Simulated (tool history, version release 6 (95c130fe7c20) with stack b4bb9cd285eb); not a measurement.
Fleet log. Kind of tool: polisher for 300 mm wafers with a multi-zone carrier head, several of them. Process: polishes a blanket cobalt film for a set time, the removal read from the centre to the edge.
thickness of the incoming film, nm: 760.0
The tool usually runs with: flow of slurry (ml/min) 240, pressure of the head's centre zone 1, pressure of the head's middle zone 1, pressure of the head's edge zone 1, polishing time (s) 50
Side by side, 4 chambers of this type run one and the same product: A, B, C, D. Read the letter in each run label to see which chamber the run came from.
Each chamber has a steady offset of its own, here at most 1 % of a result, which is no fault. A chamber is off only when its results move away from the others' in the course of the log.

run,hour,flow of slurry (ml/min),pressure of the head's centre zone,pressure of the head's middle zone,pressure of the head's edge zone,polishing time (s),film removed at the wafer's centre (Å),film removed at mid-radius (Å),film removed at the wafer's edge (Å)
1C,5.4,240,1,1,1,50,2489.8,2476.6,2464.6
# hour 6.7: chamber D: slurry nozzle cleaned
2A,10.2,240,1,1,1,50,2483,2465.3,2486.8
3D,14.9,240,1,1,1,50,2487.1,2493.9,2483.3
# hour 15.8: chamber B: slurry nozzle cleaned
4B,19.6,240,1,1,1,50,2471.6,2449.8,2492.4
# hour 22.6: chamber B: worn pad replaced by a new one
5C,24.7,240,1,1,1,50,2480.6,2447.8,2498.3
6A,29.3,240,1,1,1,50,2479.8,2531.1,2493.2
7D,33.9,270,1,0.91,1,50,2518.2,2319.8,2558.6
8B,39.8,270,1,0.91,1,50,2491.7,2346.5,2542.9
9C,45.4,270,1,0.91,1,50,2490.3,2290.9,2532.7
10D,50.2,270,1,0.91,1,50,2516.5,2311.7,2541.5
11B,57.8,310,1,1.07,1,50,2571,2698.3,2529.8
12A,65.1,310,1,1.07,1,50,2545.5,2726.8,2501.4
13A,69,310,1,1.07,1,50,2578.4,2723.5,2528.3
14C,72.6,310,1,1.07,1,50,2549.1,2653.2,2508.7
15B,80.5,240,1,1,1,50,2479.6,2467,2554.2
16D,85.3,240,1,1,1,50,2490.7,2503.2,2476.5
17D,92.5,240,1,1,1,50,2491,2479.8,2484.5
18B,96.8,240,1,1.07,0.94,50,2532.7,2632.1,2367.2
# hour 98.6: chamber C: worn pad replaced by a new one
# hour 102.2: chamber C: centre zone pressure recalibrated
19C,104.1,240,1,1.07,0.94,50,2471.9,2587.9,2353.3
# hour 109.5: chamber B: worn pad replaced by a new one
# hour 109.6: chamber C: slurry nozzle cleaned
20A,110.3,240,1,1.07,0.94,50,2481,2592.7,2395.4
21A,115.1,240,1,1.07,0.94,50,2435.7,2599.4,2337.7
22B,121,240,1,1,1,50,2463.5,2520.8,2522.6
23C,129,240,1,1,1,50,2470.1,2453.2,2422.3
24D,133.6,240,1,1,1,50,2501.2,2518.8,2546.6
25C,137.7,240,1,1,1,50,2481.3,2446.2,2457.5
26D,144,240,1,1,1,50,2470,2512.5,2490.5
27A,148.3,240,1,1,1,50,2451.5,2434.3,2434
28B,156.1,240,1,1,1,50,2499.4,2496.7,2458.7
29A,162.9,240,1,1,1,50,2412.4,2409,2449.5
# hour 165: chamber A: worn pad replaced by a new one
30B,169.1,240,1,1,1,50,2479.8,2471,2512.2
31C,176.3,240,1,1,1,50,2485,2471.1,2439.6
32D,181.2,240,1,1,1,50,2494.4,2476.9,2544.3
# hour 184.5: chamber D: worn pad replaced by a new one
33B,188.3,240,1,1,1,50,2489.4,2462.2,2495.9
34C,196.1,240,1,1,1,50,2467.2,2484.9,2478.9
35A,200.4,240,1,1,1.1,50,2430.8,2366,2575.4
# hour 201.3: chamber B: worn pad replaced by a new one
36D,205.3,240,1,1,1.1,50,2476,2482.8,2643.8
37A,213.4,240,1,1,1.1,50,2403.3,2388.2,2528.1
38D,221.1,240,1,1,1.1,50,2476.6,2439.6,2600.3
# hour 224.4: chamber D: slurry nozzle cleaned
39B,226.4,240,1,1,1,50,2497.2,2465.3,2529.1
40C,231.3,240,1,1,1,50,2504.8,2478.8,2472.1
41B,235.8,180,1.06,1,1,50,2522.6,2402.3,2437.8
42D,239.5,180,1.06,1,1,50,2523.3,2412.5,2472
43A,246.5,180,1.06,1,1,50,2385.3,2236.8,2338.2
44C,250.2,180,1.06,1,1,50,2495,2330.3,2375.6

All 4 chambers run these settings next. Forecast each chamber's results:
45A,256.1,240,1,1,1,64,?,?,?
45B,256.1,240,1,1,1,64,?,?,?
45C,256.1,240,1,1,1,64,?,?,?
45D,256.1,240,1,1,1,64,?,?,?

run,film removed at the wafer's centre (Å),film removed at mid-radius (Å),film removed at the wafer's edge (Å)
45A,3045,2963.6,3112.3
45B,3163.4,3248.7,3207.4
45C,3210.5,3201.4,3204.9
45D,3157.4,3192.7,3162.7
